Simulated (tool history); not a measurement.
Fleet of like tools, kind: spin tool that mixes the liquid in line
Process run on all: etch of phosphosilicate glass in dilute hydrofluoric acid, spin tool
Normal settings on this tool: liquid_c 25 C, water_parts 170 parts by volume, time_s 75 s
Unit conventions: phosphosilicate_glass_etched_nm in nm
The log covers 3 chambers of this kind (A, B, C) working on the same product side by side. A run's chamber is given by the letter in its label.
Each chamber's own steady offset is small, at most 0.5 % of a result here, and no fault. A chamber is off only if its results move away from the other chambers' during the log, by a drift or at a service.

run	hour	liquid_c	water_parts	time_s	hours since the thermometer was replaced	hours since the hydrofluoric acid flow meter was replaced	read-back film thickness of the phosphosilicate glass reference wafer, read on the same gauge (nm)	phosphosilicate_glass_etched_nm
1B	4.8	25	170	75	902.5	26.4	50.004	58.751
2A	14.2	25	170	75	1800.5	754.6	49.973	59.455
3C	24.3	25	170	75	1501.6	582.8	49.984	59.009
4B	30.1	25	170	75	927.8	51.7	49.986	59.212
5A	35.9	25	170	75	1822.2	776.3	50.004	59.096
6C	41.1	25	170	75	1518.4	599.6	49.990	59.410
7A	45.8	25	170	75	1832.1	786.2	50.018	58.534
8B	52.7	25	170	75	950.4	74.3	49.992	59.311
9C	61.1	25	170	75	1538.4	619.6	49.989	58.804
10A	68.9	25	170	75	1855.2	809.3	49.990	59.239
11C	76.5	25	170	75	1553.8	635.0	50.026	58.806
12B	83.3	25	170	75	981.0	104.9	49.976	57.693
13B	88.5	25	170	75	986.2	110.1	49.994	59.079
14C	95.9	25	170	75	1573.2	654.4	50.000	59.533
15A	103.4	22	170	115	1889.7	843.8	50.000	80.216
16A	108.1	22	170	115	1894.4	848.5	49.994	79.829
17B	117.5	22	170	115	1015.2	139.1	49.996	81.516
18C	125.8	25	170	115	1603.1	684.3	50.006	90.157
19A	135.2	25	170	115	1921.5	875.6	49.986	91.227
# hour 140.5: chamber C: hydrofluoric acid flow meter replaced
20C	144.0	25	170	115	1621.3	3.5	49.996	90.262
21B	154.5	28	145	75	1052.2	176.1	49.992	79.464

Read the log: is a single chamber off, either drifting away or since a service, is the gauge that measures every chamber drifting, or is nothing wrong beyond small per-chamber offsets? Name any odd chamber and what most likely caused it.

The fleet is healthy, with each chamber sitting at its usual small offset and no drift in the gauge.
